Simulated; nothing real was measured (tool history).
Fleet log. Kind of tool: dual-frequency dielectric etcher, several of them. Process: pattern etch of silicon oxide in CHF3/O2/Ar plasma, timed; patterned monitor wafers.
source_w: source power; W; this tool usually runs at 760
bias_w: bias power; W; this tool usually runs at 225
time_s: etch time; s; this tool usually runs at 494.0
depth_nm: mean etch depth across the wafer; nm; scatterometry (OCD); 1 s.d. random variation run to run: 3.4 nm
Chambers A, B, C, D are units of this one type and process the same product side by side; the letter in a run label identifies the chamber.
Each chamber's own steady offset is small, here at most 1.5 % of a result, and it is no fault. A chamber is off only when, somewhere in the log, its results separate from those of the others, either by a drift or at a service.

run,hour,source_w,bias_w,time_s,"read-back reference wafer on the same gauge, depth_nm",depth_nm
1D,6.0,760,225,494.0,1320.1,1153.10
2C,15.0,760,225,494.0,1319.8,1163.20
3A,20.8,760,225,494.0,1320.3,1158.90
4B,26.0,760,225,494.0,1319.7,1128.00
5A,36.5,760,225,494.0,1320.5,1155.30
6B,47.3,760,225,494.0,1320.3,1128.80
# hour 56.0: chamber B: source power generator calibrated
7D,56.7,760,225,436.0,1319.8,1023.90
8C,63.2,760,225,436.0,1318.7,1032.30
9D,69.6,760,225,436.0,1320.7,1020.80
10C,79.5,760,225,436.0,1320.7,1027.90
11B,88.1,620,225,494.0,1320.7,1052.40
12A,94.5,620,225,494.0,1318.9,1076.30
13B,101.8,620,225,494.0,1320.4,1051.40
# hour 108.8: chamber C: source power generator calibrated
14A,111.0,620,225,494.0,1319.7,1067.90
15D,119.9,760,225,494.0,1320.0,1158.30
16C,127.9,760,225,494.0,1318.8,1162.60
17A,136.2,760,225,494.0,1319.4,1157.30
18C,144.9,760,225,494.0,1320.8,1163.50
19D,149.8,760,225,494.0,1319.8,1152.30
20B,159.6,760,225,494.0,1319.6,1128.40
21D,170.5,760,251,380.0,1319.7,921.87
22B,177.8,760,251,380.0,1319.7,905.96
# hour 180.6: chamber C: wet clean of the chamber
23A,186.3,760,251,380.0,1319.2,929.18
24C,191.8,760,251,380.0,1320.9,928.32
25C,198.5,760,225,494.0,1320.5,1166.90
26D,208.3,760,225,494.0,1319.5,1155.80
27B,213.6,760,225,494.0,1319.9,1132.20
28A,219.0,930,225,391.5,1320.4,989.27
29B,225.8,930,225,391.5,1320.0,966.02
30A,235.6,930,225,391.5,1320.1,990.58
31D,246.3,930,225,391.5,1319.5,994.83
32C,256.0,760,225,494.0,1319.1,1164.80
33A,264.1,760,225,494.0,1320.9,1158.50
34C,272.9,760,225,494.0,1320.2,1165.80
35D,281.9,760,225,494.0,1320.0,1152.00
36B,291.1,760,225,494.0,1319.8,1130.10
# hour 295.5: chamber A: source power generator calibrated
37B,298.8,760,225,494.0,1320.1,1136.70
38A,305.4,760,225,494.0,1319.7,1152.30
39D,315.4,760,225,494.0,1320.4,1160.30

For the next run the whole fleet of 4 chambers uses the same settings. Give each chamber's results:
40A,323.4,760,225,494.0,,?
40B,323.4,760,225,494.0,,?
40C,323.4,760,225,494.0,,?
40D,323.4,760,225,494.0,,?

run,depth_nm
40A,1160.80
40B,1133.20
40C,1164.40
40D,1157.00

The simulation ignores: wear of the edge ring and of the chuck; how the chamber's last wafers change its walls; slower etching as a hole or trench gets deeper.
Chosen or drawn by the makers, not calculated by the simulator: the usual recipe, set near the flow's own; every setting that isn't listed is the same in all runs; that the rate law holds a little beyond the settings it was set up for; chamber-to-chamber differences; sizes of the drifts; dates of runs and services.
